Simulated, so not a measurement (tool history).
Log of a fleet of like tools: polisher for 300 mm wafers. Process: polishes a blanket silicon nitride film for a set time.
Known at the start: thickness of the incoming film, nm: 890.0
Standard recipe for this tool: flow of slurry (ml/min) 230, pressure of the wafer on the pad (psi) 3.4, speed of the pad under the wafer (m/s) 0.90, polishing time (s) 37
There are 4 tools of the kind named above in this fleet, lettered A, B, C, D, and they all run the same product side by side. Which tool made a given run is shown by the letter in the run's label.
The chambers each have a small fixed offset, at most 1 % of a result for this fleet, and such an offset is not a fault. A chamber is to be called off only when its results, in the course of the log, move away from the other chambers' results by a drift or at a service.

| run | day | flow of slurry (ml/min) | pressure of the wafer on the pad (psi) | speed of the pad under the wafer (m/s) | polishing time (s) | film removed (Å) |
|---|---|---|---|---|---|---|
|  | 0.192 | chamber D: worn pad replaced by a new one |
| 1B | 0.438 | 230 | 3.4 | 0.90 | 37 | 601.59 |
| 2D | 0.946 | 230 | 3.4 | 0.90 | 37 | 591.66 |
| 3A | 1.475 | 230 | 3.4 | 0.90 | 37 | 601.03 |
|  | 1.533 | chamber B: worn pad replaced by a new one |
| 4C | 1.883 | 230 | 3.4 | 0.90 | 37 | 593.93 |
| 5B | 2.212 | 230 | 3.4 | 0.90 | 37 | 610.09 |
| 6C | 2.642 | 230 | 3.4 | 0.90 | 37 | 594.97 |
|  | 2.654 | chamber C: worn pad replaced by a new one |
| 7D | 2.946 | 230 | 3.4 | 0.90 | 37 | 594.96 |
| 8A | 3.408 | 230 | 3.4 | 0.90 | 37 | 610.44 |
| 9A | 3.738 | 230 | 3.4 | 0.90 | 37 | 596.30 |
| 10B | 4.362 | 230 | 3.4 | 0.90 | 37 | 598.35 |
| 11D | 4.800 | 230 | 3.4 | 0.90 | 37 | 588.84 |
| 12C | 5.100 | 230 | 3.4 | 0.90 | 37 | 595.88 |
| 13C | 5.400 | 230 | 3.4 | 0.90 | 37 | 598.24 |
| 14A | 5.933 | 230 | 3.4 | 0.90 | 37 | 603.67 |
|  | 6.154 | chamber D: worn pad replaced by a new one |
| 15D | 6.479 | 230 | 3.4 | 0.90 | 37 | 593.46 |
| 16B | 6.942 | 230 | 3.4 | 0.90 | 37 | 594.01 |
| 17D | 7.529 | 230 | 3.4 | 1.12 | 37 | 711.29 |
|  | 8.029 | chamber B: slurry nozzle cleaned |
| 18A | 8.038 | 230 | 3.4 | 1.12 | 37 | 698.27 |
|  | 8.162 | chamber C: head pressure recalibrated |
|  | 8.179 | chamber C: slurry nozzle cleaned |
| 19C | 8.508 | 230 | 3.4 | 1.12 | 37 | 709.49 |
|  | 8.679 | chamber B: worn pad replaced by a new one |
|  | 8.725 | chamber C: worn pad replaced by a new one |
| 20B | 8.812 | 230 | 3.4 | 1.12 | 37 | 714.58 |
| 21C | 9.438 | 230 | 3.4 | 0.90 | 37 | 595.50 |
|  | 9.842 | chamber A: slurry nozzle cleaned |
| 22D | 9.900 | 230 | 3.4 | 0.90 | 37 | 602.01 |
|  | 10.229 | chamber B: head pressure recalibrated |
| 23B | 10.292 | 230 | 3.4 | 0.90 | 37 | 605.64 |
| 24A | 10.821 | 230 | 3.4 | 0.90 | 37 | 574.83 |
| 25C | 11.412 | 230 | 3.4 | 0.90 | 37 | 606.80 |
|  | 11.704 | chamber D: slurry nozzle cleaned |
| 26D | 11.746 | 230 | 3.4 | 0.90 | 37 | 603.65 |
| 27B | 12.379 | 230 | 3.4 | 0.90 | 37 | 594.65 |
|  | 12.942 | chamber D: worn pad replaced by a new one |
| 28A | 13.008 | 230 | 3.4 | 0.90 | 37 | 563.92 |
| 29D | 13.325 | 230 | 3.4 | 0.90 | 37 | 592.40 |
| 30A | 13.679 | 230 | 3.4 | 0.90 | 37 | 565.71 |
| 31B | 14.242 | 230 | 3.4 | 0.90 | 37 | 594.35 |
| 32C | 14.762 | 230 | 3.4 | 0.90 | 37 | 594.57 |
| 33A | 15.171 | 230 | 3.4 | 0.90 | 37 | 539.99 |

Has any chamber moved away from the others, gradually or after a service, or does the common gauge drift, or do the chambers differ only by their own small steady offsets? State the chamber and the most likely cause if one applies.

Chamber A drifts away from the others.
Most likely cause: removal rate lost through wear of the pad, % = 9.94.
From this log alone, it may not be told apart from: head's pressure below its setpoint, %.

Here are 4 candidates for chamber A's next run, each the usual settings with a change, their results left as question marks. Which one brings its results back in line with what the others give on the usual settings?
In line here means within this much of the mean the other chambers give on the usual settings: film removed (Å) 21.00
| 34A-1 | 15.638 | 230 | 3.5 | 0.90 | 39 | ? |
| 34A-2 | 15.638 | 230 | 3.3 | 0.90 | 35 | ? |
| 34A-3 | 15.638 | 230 | 3.6 | 0.96 | 40 | ? |
| 34A-4 | 15.638 | 230 | 3.1 | 0.90 | 34 | ? |

The mean the other chambers reach with the usual settings: film removed (Å) 597.15
| run | film removed (Å) |
|---|---|
| 34A-1 | 587.48 |
| 34A-2 | 497.54 |
| 34A-3 | 651.84 |
| 34A-4 | 454.48 |
The right change is 34A-1: it brings the chamber back within the allowed miss of the others.
